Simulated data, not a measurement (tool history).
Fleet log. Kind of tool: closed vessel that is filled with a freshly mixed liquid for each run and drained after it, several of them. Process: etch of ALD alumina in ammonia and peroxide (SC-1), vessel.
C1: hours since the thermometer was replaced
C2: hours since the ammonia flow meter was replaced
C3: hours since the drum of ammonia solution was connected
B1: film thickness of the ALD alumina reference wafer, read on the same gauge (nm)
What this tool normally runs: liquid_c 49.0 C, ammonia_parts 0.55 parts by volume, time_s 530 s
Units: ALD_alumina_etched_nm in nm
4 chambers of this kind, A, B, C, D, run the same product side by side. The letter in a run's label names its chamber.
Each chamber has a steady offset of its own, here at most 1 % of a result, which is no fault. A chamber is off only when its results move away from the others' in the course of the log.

{"run": "1C", "hour": 10.4, "liquid_c": 49.0, "ammonia_parts": 0.55, "time_s": 530, "C1": 904.3, "C2": 823.2, "C3": 783.5, "B1": 69.989, "ALD_alumina_etched_nm": 18.04}
{"run": "2A", "hour": 18.1, "liquid_c": 49.0, "ammonia_parts": 0.55, "time_s": 530, "C1": 567.8, "C2": 645.8, "C3": 602.4, "B1": 69.989, "ALD_alumina_etched_nm": 17.652}
{"run": "3B", "hour": 25.0, "liquid_c": 49.0, "ammonia_parts": 0.55, "time_s": 530, "C1": 679.6, "C2": 1218.9, "C3": 237.7, "B1": 69.996, "ALD_alumina_etched_nm": 17.501}
{"run": "4D", "hour": 33.3, "liquid_c": 49.0, "ammonia_parts": 0.55, "time_s": 530, "C1": 2348.9, "C2": 322.5, "C3": 50.2, "B1": 69.946, "ALD_alumina_etched_nm": 17.821}
{"run": "5D", "hour": 41.7, "liquid_c": 49.0, "ammonia_parts": 0.55, "time_s": 530, "C1": 2357.3, "C2": 330.9, "C3": 58.6, "B1": 69.972, "ALD_alumina_etched_nm": 17.485}
{"run": "6C", "hour": 50.9, "liquid_c": 49.0, "ammonia_parts": 0.55, "time_s": 530, "C1": 944.8, "C2": 863.7, "C3": 824.0, "B1": 69.974, "ALD_alumina_etched_nm": 17.639}
{"run": "7A", "hour": 59.2, "liquid_c": 42.0, "ammonia_parts": 0.8, "time_s": 530, "C1": 608.9, "C2": 686.9, "C3": 643.5, "B1": 69.999, "ALD_alumina_etched_nm": 12.346}
{"run": "8B", "hour": 70.9, "liquid_c": 42.0, "ammonia_parts": 0.8, "time_s": 530, "C1": 725.5, "C2": 1264.8, "C3": 283.6, "B1": 70.023, "ALD_alumina_etched_nm": 12.119}
{"run": "9A", "hour": 80.2, "liquid_c": 42.0, "ammonia_parts": 0.8, "time_s": 530, "C1": 629.9, "C2": 707.9, "C3": 664.5, "B1": 69.987, "ALD_alumina_etched_nm": 12.552}
{"hour": 81.7, "done": "chamber D: thermometer replaced"}
{"run": "10D", "hour": 88.5, "liquid_c": 42.0, "ammonia_parts": 0.8, "time_s": 530, "C1": 6.8, "C2": 377.7, "C3": 105.4, "B1": 70.027, "ALD_alumina_etched_nm": 12.233}
{"run": "11C", "hour": 97.1, "liquid_c": 56.5, "ammonia_parts": 0.55, "time_s": 715, "C1": 991.0, "C2": 909.9, "C3": 870.2, "B1": 70.014, "ALD_alumina_etched_nm": 36.614}
{"run": "12B", "hour": 108.1, "liquid_c": 56.5, "ammonia_parts": 0.55, "time_s": 715, "C1": 762.7, "C2": 1302.0, "C3": 320.8, "B1": 70.025, "ALD_alumina_etched_nm": 34.927}
{"run": "13D", "hour": 120.3, "liquid_c": 56.5, "ammonia_parts": 0.55, "time_s": 715, "C1": 38.6, "C2": 409.5, "C3": 137.2, "B1": 70.033, "ALD_alumina_etched_nm": 36.319}
{"run": "14C", "hour": 132.8, "liquid_c": 56.5, "ammonia_parts": 0.55, "time_s": 715, "C1": 1026.7, "C2": 945.6, "C3": 905.9, "B1": 69.96, "ALD_alumina_etched_nm": 35.784}
{"hour": 136.5, "done": "chamber C: ammonia flow meter replaced"}
{"run": "15A", "hour": 139.3, "liquid_c": 49.0, "ammonia_parts": 0.55, "time_s": 530, "C1": 689.0, "C2": 767.0, "C3": 723.6, "B1": 69.975, "ALD_alumina_etched_nm": 17.401}
{"hour": 140.1, "done": "chamber B: ammonia flow meter replaced"}
{"run": "16B", "hour": 149.0, "liquid_c": 49.0, "ammonia_parts": 0.55, "time_s": 530, "C1": 803.6, "C2": 9.0, "C3": 361.7, "B1": 70.041, "ALD_alumina_etched_nm": 17.16}
{"run": "17B", "hour": 160.0, "liquid_c": 49.0, "ammonia_parts": 0.55, "time_s": 530, "C1": 814.6, "C2": 20.0, "C3": 372.7, "B1": 69.99, "ALD_alumina_etched_nm": 16.853}
{"run": "18C", "hour": 167.7, "liquid_c": 49.0, "ammonia_parts": 0.55, "time_s": 530, "C1": 1061.6, "C2": 31.2, "C3": 940.8, "B1": 70.057, "ALD_alumina_etched_nm": 17.514}
{"run": "19D", "hour": 178.0, "liquid_c": 49.0, "ammonia_parts": 0.4, "time_s": 530, "C1": 96.3, "C2": 467.2, "C3": 194.9, "B1": 69.976, "ALD_alumina_etched_nm": 17.173}
{"run": "20A", "hour": 186.1, "liquid_c": 49.0, "ammonia_parts": 0.4, "time_s": 530, "C1": 735.8, "C2": 813.8, "C3": 770.4, "B1": 70.055, "ALD_alumina_etched_nm": 17.139}
{"run": "21C", "hour": 197.2, "liquid_c": 49.0, "ammonia_parts": 0.4, "time_s": 530, "C1": 1091.1, "C2": 60.7, "C3": 970.3, "B1": 69.981, "ALD_alumina_etched_nm": 16.952}
{"run": "22D", "hour": 205.5, "liquid_c": 49.0, "ammonia_parts": 0.4, "time_s": 530, "C1": 123.8, "C2": 494.7, "C3": 222.4, "B1": 69.963, "ALD_alumina_etched_nm": 17.018}
{"run": "23B", "hour": 216.5, "liquid_c": 49.0, "ammonia_parts": 0.55, "time_s": 530, "C1": 871.1, "C2": 76.5, "C3": 429.2, "B1": 70.037, "ALD_alumina_etched_nm": 16.046}
{"run": "24A", "hour": 223.5, "liquid_c": 49.0, "ammonia_parts": 0.55, "time_s": 530, "C1": 773.2, "C2": 851.2, "C3": 807.8, "B1": 70.0, "ALD_alumina_etched_nm": 17.728}
{"run": "25C", "hour": 229.4, "liquid_c": 49.0, "ammonia_parts": 0.3, "time_s": 530, "C1": 1123.3, "C2": 92.9, "C3": 1002.5, "B1": 69.978, "ALD_alumina_etched_nm": 16.435}
{"run": "26D", "hour": 239.9, "liquid_c": 49.0, "ammonia_parts": 0.3, "time_s": 530, "C1": 158.2, "C2": 529.1, "C3": 256.8, "B1": 70.048, "ALD_alumina_etched_nm": 16.603}
{"run": "27B", "hour": 249.7, "liquid_c": 49.0, "ammonia_parts": 0.3, "time_s": 530, "C1": 904.3, "C2": 109.7, "C3": 462.4, "B1": 70.011, "ALD_alumina_etched_nm": 14.873}
{"run": "28A", "hour": 257.4, "liquid_c": 49.0, "ammonia_parts": 0.3, "time_s": 530, "C1": 807.1, "C2": 885.1, "C3": 841.7, "B1": 70.016, "ALD_alumina_etched_nm": 16.792}
{"run": "29C", "hour": 265.0, "liquid_c": 53.0, "ammonia_parts": 0.45, "time_s": 530, "C1": 1158.9, "C2": 128.5, "C3": 1038.1, "B1": 69.983, "ALD_alumina_etched_nm": 21.574}

All chambers now run identical settings, listed one chamber a line with results as question marks. What results will each chamber show?
{"run": "30A", "hour": 274.1, "liquid_c": 49.0, "ammonia_parts": 0.55, "time_s": 530, "ALD_alumina_etched_nm": "?"}
{"run": "30B", "hour": 274.1, "liquid_c": 49.0, "ammonia_parts": 0.55, "time_s": 530, "ALD_alumina_etched_nm": "?"}
{"run": "30C", "hour": 274.1, "liquid_c": 49.0, "ammonia_parts": 0.55, "time_s": 530, "ALD_alumina_etched_nm": "?"}
{"run": "30D", "hour": 274.1, "liquid_c": 49.0, "ammonia_parts": 0.55, "time_s": 530, "ALD_alumina_etched_nm": "?"}

run=30A ALD_alumina_etched_nm=17.782
run=30B ALD_alumina_etched_nm=15.782
run=30C ALD_alumina_etched_nm=17.391
run=30D ALD_alumina_etched_nm=17.417

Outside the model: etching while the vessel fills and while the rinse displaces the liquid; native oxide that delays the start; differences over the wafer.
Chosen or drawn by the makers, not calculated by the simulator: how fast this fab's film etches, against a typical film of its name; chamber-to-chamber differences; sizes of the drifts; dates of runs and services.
